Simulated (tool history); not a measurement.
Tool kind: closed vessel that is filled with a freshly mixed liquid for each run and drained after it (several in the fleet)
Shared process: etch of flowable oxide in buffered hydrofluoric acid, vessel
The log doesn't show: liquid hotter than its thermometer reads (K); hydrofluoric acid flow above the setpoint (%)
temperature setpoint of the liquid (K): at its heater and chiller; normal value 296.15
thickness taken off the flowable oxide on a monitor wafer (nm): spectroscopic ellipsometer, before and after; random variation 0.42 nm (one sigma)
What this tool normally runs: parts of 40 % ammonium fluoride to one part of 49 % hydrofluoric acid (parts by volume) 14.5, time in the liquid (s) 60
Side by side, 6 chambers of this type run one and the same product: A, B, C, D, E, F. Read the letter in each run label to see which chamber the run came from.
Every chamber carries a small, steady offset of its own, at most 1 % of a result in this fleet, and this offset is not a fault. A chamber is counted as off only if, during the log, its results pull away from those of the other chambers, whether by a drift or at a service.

run   hour  temperature setpoint of the liquid (K)  parts of 40 % ammonium fluoride to one part of 49 % hydrofluoric acid (parts by volume)  time in the liquid (s)  hours since the thermometer was replaced  hours since the hydrofluoric acid flow meter was replaced  read-back film thickness of the flowable oxide reference wafer, read on the same gauge (nm)  thickness taken off the flowable oxide on a monitor wafer (nm)
 1E    8.3                                  296.15                                                                                     14.5                      60                                        27                                                      724.4                                                                                       29.991                                                          96.399
 2D   14.8                                  296.15                                                                                     14.5                      60                                     988.2                                                     1550.4                                                                                       30.007                                                          97.836
 3B   22.2                                  296.15                                                                                     14.5                      60                                    1543.4                                                     1209.7                                                                                       29.998                                                           96.72
 4A   32.9                                  296.15                                                                                     14.5                      60                                     335.3                                                      638.3                                                                                        29.99                                                          95.181
 5F   40.4                                  296.15                                                                                     14.5                      60                                     986.3                                                      829.3                                                                                       30.016                                                          96.665
 6C   45.8                                  299.65                                                                                     14.5                      60                                     937.2                                                      323.5                                                                                       29.977                                                          116.32
 7C     54                                  299.65                                                                                     14.5                      60                                     945.4                                                      331.7                                                                                       29.955                                                          116.49
 8A   62.4                                  299.65                                                                                     14.5                      60                                     364.8                                                      667.8                                                                                       30.013                                                          116.42
 9D   69.8                                  299.65                                                                                     14.5                      60                                    1043.2                                                     1605.4                                                                                       30.017                                                          117.12
10B   77.4                                  299.65                                                                                     14.5                      60                                    1598.6                                                     1264.9                                                                                       29.982                                                          117.32
11F   82.6                                  299.65                                                                                     14.5                      60                                    1028.5                                                      871.5                                                                                        30.01                                                          117.38
12E   93.7                                  296.15                                                                                     14.5                      60                                     112.4                                                      809.8                                                                                       29.985                                                           96.81
13E  100.4                                  296.15                                                                                     14.5                      60                                     119.1                                                      816.5                                                                                       30.013                                                          96.569
14D  110.8                                  298.65                                                                                     14.5                      75                                    1084.2                                                     1646.4                                                                                       29.957                                                          137.74
15B  116.9                                  298.65                                                                                     14.5                      75                                    1638.1                                                     1304.4                                                                                       29.998                                                          138.57
16A  126.1                                  298.65                                                                                     14.5                      75                                     428.5                                                      731.5                                                                                       30.036                                                          138.03
17F  133.3                                  298.65                                                                                     14.5                      75                                    1079.2                                                      922.2                                                                                       30.019                                                          138.25
     136.2  -- chamber D: hydrofluoric acid flow meter replaced
18C  143.1                                  298.65                                                                                     14.5                      75                                    1034.5                                                      420.8                                                                                       29.983                                                          138.04
19E    154                                  298.65                                                                                     14.5                      75                                     172.7                                                      870.1                                                                                       30.005                                                          138.71
20C  161.1                                  296.15                                                                                     14.5                      60                                    1052.5                                                      438.8                                                                                       30.013                                                          96.073
21F  171.2                                  296.15                                                                                     16.5                      60                                    1117.1                                                      960.1                                                                                       30.052                                                          84.603
22D  177.8                                  296.15                                                                                     16.5                      60                                    1151.2                                                       41.6                                                                                        29.98                                                          85.259
23A  184.5                                  296.15                                                                                     16.5                      60                                     486.9                                                      789.9                                                                                       29.991                                                          84.981
24B  190.4                                  296.15                                                                                     16.5                      60                                    1711.6                                                     1377.9                                                                                       30.001                                                          85.271
     192.9  -- chamber F: thermometer replaced
25A  198.4                                  296.15                                                                                     16.5                      60                                     500.8                                                      803.8                                                                                       30.002                                                          84.644
       204  -- chamber B: hydrofluoric acid flow meter replaced
26F  205.3                                  296.15                                                                                     16.5                      60                                      12.5                                                      994.2                                                                                       30.023                                                          85.171
27E  214.7                                  296.15                                                                                     14.5                      60                                     233.4                                                      930.8                                                                                       29.997                                                          96.431
28D  226.3                                  296.15                                                                                     14.5                      60                                    1199.7                                                       90.1                                                                                       29.992                                                            97.9
29B  236.2                                  296.15                                                                                     14.5                      60                                    1757.4                                                       32.2                                                                                       30.013                                                          96.907
30C    245                                  296.15                                                                                       10                      85                                    1136.4                                                      522.7                                                                                           30                                                          194.55
31B  255.9                                  296.15                                                                                       10                      85                                    1777.1                                                       51.9                                                                                       29.983                                                           197.3
32E  261.6                                  296.15                                                                                       10                      85                                     280.3                                                      977.7                                                                                        29.98                                                          196.86
     263.3  -- chamber A: thermometer replaced
33F  271.4                                  296.15                                                                                       10                      85                                      78.6                                                     1060.3                                                                                       29.977                                                          197.52
34C  282.6                                  296.15                                                                                       10                      85                                      1174                                                      560.3                                                                                       30.001                                                          194.02
35A  290.9                                  296.15                                                                                       10                      85                                      27.7                                                      896.3                                                                                       30.027                                                          195.17
36D  298.1                                  296.15                                                                                     14.5                      60                                    1271.5                                                      161.9                                                                                       30.024                                                          97.307
37C  309.4                                  296.15                                                                                       12                      60                                    1200.8                                                      587.1                                                                                       30.011                                                          114.86
38A  320.7                                  296.15                                                                                       12                      60                                      57.5                                                      926.1                                                                                        30.02                                                          115.76
39E  327.7                                  296.15                                                                                       12                      60                                     346.4                                                     1043.8                                                                                       30.013                                                          115.66
40F  338.3                                  296.15                                                                                       12                      60                                     145.5                                                     1127.2                                                                                       30.028                                                          116.47
41B  349.2                                  296.15                                                                                       12                      60                                    1870.4                                                      145.2                                                                                       30.006                                                          116.94
42D    360                                  296.15                                                                                       12                      60                                    1333.4                                                      223.8                                                                                       29.979                                                           117.3
43B  366.7                                  296.15                                                                                     14.5                      60                                    1887.9                                                      162.7                                                                                       30.002                                                          97.202
44C  376.3                                  296.15                                                                                     14.5                      60                                    1267.7                                                        654                                                                                       29.967                                                          96.035

What goes on in this fleet: one chamber off, a drifting gauge, or nothing beyond the chambers' own small offsets? Name the chamber and the cause, if any.

Beyond each chamber's small constant offset nothing stands out, and the gauge stays steady.
